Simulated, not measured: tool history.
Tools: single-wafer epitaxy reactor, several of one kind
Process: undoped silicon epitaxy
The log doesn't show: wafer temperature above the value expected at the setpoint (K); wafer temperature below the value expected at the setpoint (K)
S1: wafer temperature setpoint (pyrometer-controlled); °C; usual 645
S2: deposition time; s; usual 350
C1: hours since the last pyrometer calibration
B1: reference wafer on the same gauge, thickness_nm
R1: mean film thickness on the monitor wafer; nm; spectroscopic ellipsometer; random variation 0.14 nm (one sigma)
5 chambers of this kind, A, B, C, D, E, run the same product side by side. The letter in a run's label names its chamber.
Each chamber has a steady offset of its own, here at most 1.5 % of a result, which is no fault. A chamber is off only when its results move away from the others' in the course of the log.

run,hour,S1,S2,C1,B1,R1
1B,9.3,645,350,332.0,50.507,52.862
2D,17.7,645,350,1351.6,50.526,52.120
3A,23.1,645,350,1188.5,50.517,52.708
4E,31.0,645,350,2325.9,50.509,53.273
5C,36.8,645,350,449.9,50.511,52.721
6B,44.6,645,350,367.3,50.474,53.031
7C,52.7,645,350,465.8,50.516,52.378
8D,57.1,645,350,1391.0,50.464,51.936
9E,62.0,645,350,2356.9,50.483,53.048
10A,69.5,645,350,1234.9,50.490,52.476
11B,77.1,632,313,399.8,50.509,35.571
12A,86.1,632,313,1251.5,50.470,35.293
13C,94.1,632,313,507.2,50.507,35.235
14E,102.2,632,313,2397.1,50.517,35.424
15D,107.6,632,313,1441.5,50.495,34.571
16B,116.1,645,350,438.8,50.473,52.887
17E,124.7,645,350,2419.6,50.508,53.502
18D,130.6,645,387,1464.5,50.494,57.546
19A,137.7,645,387,1303.1,50.492,58.169
20C,146.2,645,387,559.3,50.503,58.069
21C,154.4,645,387,567.5,50.448,58.345
22D,160.6,645,387,1494.5,50.514,57.672
23B,166.9,645,350,489.6,50.516,53.059
24A,172.2,645,350,1337.6,50.486,52.495
25E,180.5,645,350,2475.4,50.496,53.263
26C,185.8,645,350,598.9,50.503,52.478
27E,195.4,645,350,2490.3,50.497,53.272
28D,199.6,645,350,1533.5,50.497,51.814
29A,204.6,645,350,1370.0,50.490,52.520
30B,213.3,645,350,536.0,50.521,53.137
31D,222.9,645,350,1556.8,50.513,52.127
32A,227.6,645,350,1393.0,50.500,52.633
33B,232.4,645,350,555.1,50.510,52.656
34E,236.8,645,350,2531.7,50.502,53.133
35C,242.2,645,350,655.3,50.514,52.622
36C,246.7,645,350,659.8,50.483,52.715
37E,254.9,645,350,2549.8,50.475,53.131
38D,261.6,645,375,1595.5,50.525,56.104
39A,268.3,645,375,1433.7,50.510,56.501
40B,273.1,645,375,595.8,50.485,56.943

All 5 chambers run these settings next. Forecast each chamber's results:
41A,280.0,645,350,,,?
41B,280.0,645,350,,,?
41C,280.0,645,350,,,?
41D,280.0,645,350,,,?
41E,280.0,645,350,,,?

run,R1
41A,52.843
41B,52.700
41C,52.592
41D,52.153
41E,53.234

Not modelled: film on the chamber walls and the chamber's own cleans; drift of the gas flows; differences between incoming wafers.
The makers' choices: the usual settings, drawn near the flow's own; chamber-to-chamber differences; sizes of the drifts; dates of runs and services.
